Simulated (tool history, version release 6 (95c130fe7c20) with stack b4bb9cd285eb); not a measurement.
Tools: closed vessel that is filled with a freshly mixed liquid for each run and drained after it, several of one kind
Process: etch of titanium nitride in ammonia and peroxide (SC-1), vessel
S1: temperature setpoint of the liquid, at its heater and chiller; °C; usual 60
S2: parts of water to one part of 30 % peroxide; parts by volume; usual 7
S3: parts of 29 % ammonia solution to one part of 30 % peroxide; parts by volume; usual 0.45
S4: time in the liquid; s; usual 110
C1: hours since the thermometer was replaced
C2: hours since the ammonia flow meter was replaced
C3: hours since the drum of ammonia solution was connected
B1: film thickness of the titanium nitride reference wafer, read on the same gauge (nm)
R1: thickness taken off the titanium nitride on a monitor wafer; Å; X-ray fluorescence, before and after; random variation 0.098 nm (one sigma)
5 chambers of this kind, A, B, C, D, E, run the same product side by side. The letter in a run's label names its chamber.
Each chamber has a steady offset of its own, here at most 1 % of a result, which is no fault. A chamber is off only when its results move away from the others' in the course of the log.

run	hour	S1	S2	S3	S4	C1	C2	C3	B1	R1
1E	5.7	60	7	0.45	110	619.1	455	219.9	140.02	178.57
2C	11.1	60	7	0.45	110	921.5	1597.7	134	140	179.53
3B	17.1	60	7	0.45	110	701.2	108.2	252.1	140.02	179.57
4D	22.1	60	7	0.45	110	1532.1	356.7	195.4	139.97	179.27
5A	25.6	60	7	0.45	110	365.2	194	301.8	139.99	179.25
6D	30.7	60	7	0.45	110	1540.7	365.3	204	140.02	178.26
7B	35.5	60	7	0.45	110	719.6	126.6	270.5	140.02	178.08
8E	42.5	60	7	0.45	110	655.9	491.8	256.7	140.03	178.93
9A	46.9	60	7	0.45	110	386.5	215.3	323.1	140.02	179.46
10C	52.7	60	7	0.45	110	963.1	1639.3	175.6	140.03	178.12
11D	59.7	60	7	0.45	110	1569.7	394.3	233	139.99	179.42
12E	63.4	60	7	0.45	110	676.8	512.7	277.6	140.01	177.48
13C	68.4	60	5	0.45	110	978.8	1655	191.3	140.01	209.94
14A	72.6	60	5	0.45	110	412.2	241	348.8	139.99	212.43
15B	79.6	60	5	0.45	110	763.7	170.7	314.6	139.99	208.68
16E	84.6	60	5	0.45	110	698	533.9	298.8	140	208.94
17A	91.2	60	5	0.45	110	430.8	259.6	367.4	140	212.32
# hour 95.1: chamber C: thermometer replaced
18D	97	60	7	0.5	55	1607	431.6	270.3	139.97	91.999
19B	101.6	60	7	0.5	55	785.7	192.7	336.6	139.99	91.408
20C	107.9	60	7	0.5	55	12.9	1694.5	230.8	139.99	91.386
21B	113.9	60	7	0.5	55	798	205	348.9	140	91.434
22C	119.6	60	7	0.5	55	24.6	1706.2	242.5	140.03	91.244
23E	126.2	60	7	0.45	50	739.6	575.5	340.4	140.01	80.941
# hour 127.5: chamber E: new drum of ammonia solution connected
24A	129.4	60	7	0.45	50	469	297.8	405.6	139.97	80.961
25D	134.2	60	7	0.45	50	1644.2	468.8	307.5	140.04	82.541
26D	139.3	60	7	0.45	50	1649.3	473.9	312.6	140.01	83.011
# hour 140.9: chamber B: new drum of ammonia solution connected
27A	145	60	7	0.45	50	484.6	313.4	421.2	140.01	82.145
28E	149.2	60	7	0.45	110	762.6	598.5	21.8	140	177.23
29B	153.9	60	7	0.45	110	838	245	13	139.96	179.37
30C	158.5	60	7	0.45	110	63.5	1745.1	281.4	139.97	179.87
31B	165.3	60	7	0.45	110	849.4	256.4	24.4	140	180.39
32A	170.7	60	5	0.45	140	510.3	339.1	446.9	140.01	268.8
33D	176.1	60	5	0.45	140	1686.1	510.7	349.4	140	280.68
34E	181.6	60	5	0.45	140	795	630.9	54.2	139.99	263.72
35C	186.7	60	5	0.45	140	91.7	1773.3	309.6	140	269.22
36B	193.6	60	5	0.45	140	877.7	284.7	52.7	140.04	269.12
37A	198.5	60	7	0.45	110	538.1	366.9	474.7	140	178.93
38C	204.5	60	7	0.45	110	109.5	1791.1	327.4	139.96	177.4
39D	211	60	7	0.45	110	1721	545.6	384.3	139.98	190.33
40E	215.3	60	7	0.45	110	828.7	664.6	87.9	140	176.9

Is one chamber off against the others, does the gauge drift, or is nothing wrong? If a chamber is off, say which, and what the likeliest cause is.

Chamber D drifts away from the others.
Cause: liquid hotter than its thermometer reads (K) = 1.13.

Here are 4 candidates for chamber D's next run, each the usual settings with a change, their results left as question marks. Which one brings its results back in line with what the others give on the usual settings?
In line means no further than this from the other chambers' mean on the usual settings: R1 3.5 Å
41D-1	220.5	60	7	0.45	125					?
41D-2	220.5	58	7	0.45	110					?
41D-3	220.5	59	7	0.45	110					?
41D-4	220.5	60	7	0.7	110					?

The other chambers' mean on the usual settings: R1 178.75 Å
run	R1
41D-1	217.47
41D-2	167.99
41D-3	179.39
41D-4	205.5
41D-3 brings the chamber back in line.

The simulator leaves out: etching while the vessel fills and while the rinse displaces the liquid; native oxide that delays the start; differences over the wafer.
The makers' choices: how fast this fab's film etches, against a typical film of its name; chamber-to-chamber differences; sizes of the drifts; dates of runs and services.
